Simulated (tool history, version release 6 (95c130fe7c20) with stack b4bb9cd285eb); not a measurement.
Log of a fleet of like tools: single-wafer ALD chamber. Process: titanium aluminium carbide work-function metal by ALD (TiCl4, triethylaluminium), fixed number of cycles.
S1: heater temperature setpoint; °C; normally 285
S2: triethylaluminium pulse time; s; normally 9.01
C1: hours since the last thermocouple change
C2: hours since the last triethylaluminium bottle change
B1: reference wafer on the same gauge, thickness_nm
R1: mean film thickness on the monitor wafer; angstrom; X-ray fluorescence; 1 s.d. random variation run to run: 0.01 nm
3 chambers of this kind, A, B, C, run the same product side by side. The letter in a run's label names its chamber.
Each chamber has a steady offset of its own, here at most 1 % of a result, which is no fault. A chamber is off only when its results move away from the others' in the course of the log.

run   hour   S1    S2     C1      C2      B1      R1
 1C    8.3  285  9.01  209.5  1781.9  1.7631  18.375
 2B   13.2  285  9.01  452.1  1323.8  1.7582  18.641
 3A   19.2  285  9.01  604.6   266.0  1.7580  18.470
      20.3  -- chamber B: triethylaluminium bottle replaced
 4C   25.3  285  9.01  226.5  1798.9  1.7566  18.569
 5B   30.5  285  9.01  469.4    10.2  1.7585  18.450
 6A   36.3  285  9.01  621.7   283.1  1.7630  18.157
 7B   41.0  285  9.01  479.9    20.7  1.7602  18.416
 8C   48.2  298  5.88  249.4  1821.8  1.7599  17.537
 9A   55.0  298  5.88  640.4   301.8  1.7578  17.559
10C   62.1  298  5.88  263.3  1835.7  1.7598  17.523
11A   70.8  285  9.01  656.2   317.6  1.7584  18.213
12B   76.3  285  9.01  515.2    56.0  1.7591  18.477
13C   83.5  285  6.85  284.7  1857.1  1.7592  17.296
      90.5  -- chamber C: triethylaluminium bottle replaced
14A   91.5  285  6.85  676.9   338.3  1.7592  17.316
15B   98.6  285  6.85  537.5    78.3  1.7587  17.490
16A  105.0  285  9.01  690.4   351.8  1.7610  18.386
17B  111.8  285  9.01  550.7    91.5  1.7590  18.403
18C  117.1  285  9.01  318.3    26.6  1.7611  18.396
19A  124.6  285  9.01  710.0   371.4  1.7603  18.290
20B  133.4  285  9.01  572.3   113.1  1.7588  18.590
21C  139.9  285  5.86  341.1    49.4  1.7602  16.687
22B  147.7  285  5.86  586.6   127.4  1.7603  16.799
23A  155.2  285  5.86  740.6   402.0  1.7616  16.768
24C  161.6  285  9.01  362.8    71.1  1.7621  18.556
25C  166.8  285  9.01  368.0    76.3  1.7582  18.519
26B  173.3  285  9.01  612.2   153.0  1.7592  18.685
27A  180.8  285  9.01  766.2   427.6  1.7585  18.167
28C  189.8  285  9.01  391.0    99.3  1.7603  18.470
29B  195.4  285  9.01  634.3   175.1  1.7594  18.597
30A  200.8  285  9.01  786.2   447.6  1.7580  18.330
31B  208.3  285  9.01  647.2   188.0  1.7607  18.520
32A  212.3  278  9.01  797.7   459.1  1.7594  17.529
33C  218.3  278  9.01  419.5   127.8  1.7601  17.923
34B  222.3  278  9.01  661.2   202.0  1.7624  17.844
35C  227.8  285  9.01  429.0   137.3  1.7595  18.599
36A  234.6  285  9.01  820.0   481.4  1.7599  18.312
37C  238.5  285  9.01  439.7   148.0  1.7607  18.566
38B  243.5  285  9.01  682.4   223.2  1.7592  18.413
39A  251.7  285  9.01  837.1   498.5  1.7598  18.220
40A  259.4  285  9.01  844.8   506.2  1.7642  18.305
41B  268.2  285  9.01  707.1   247.9  1.7605  18.573
42C  275.8  285  9.01  477.0   185.3  1.7584  18.401
43A  280.0  297  9.01  865.4   526.8  1.7612  19.305
44C  286.6  297  9.01  487.8   196.1  1.7598  19.600

Does one chamber stand apart from the rest, does the shared gauge drift, or is all well apart from small per-chamber offsets? Give the chamber and the most likely cause, where there is one.

All chambers stay in line apart from their small fixed offsets, and the gauge does not drift.
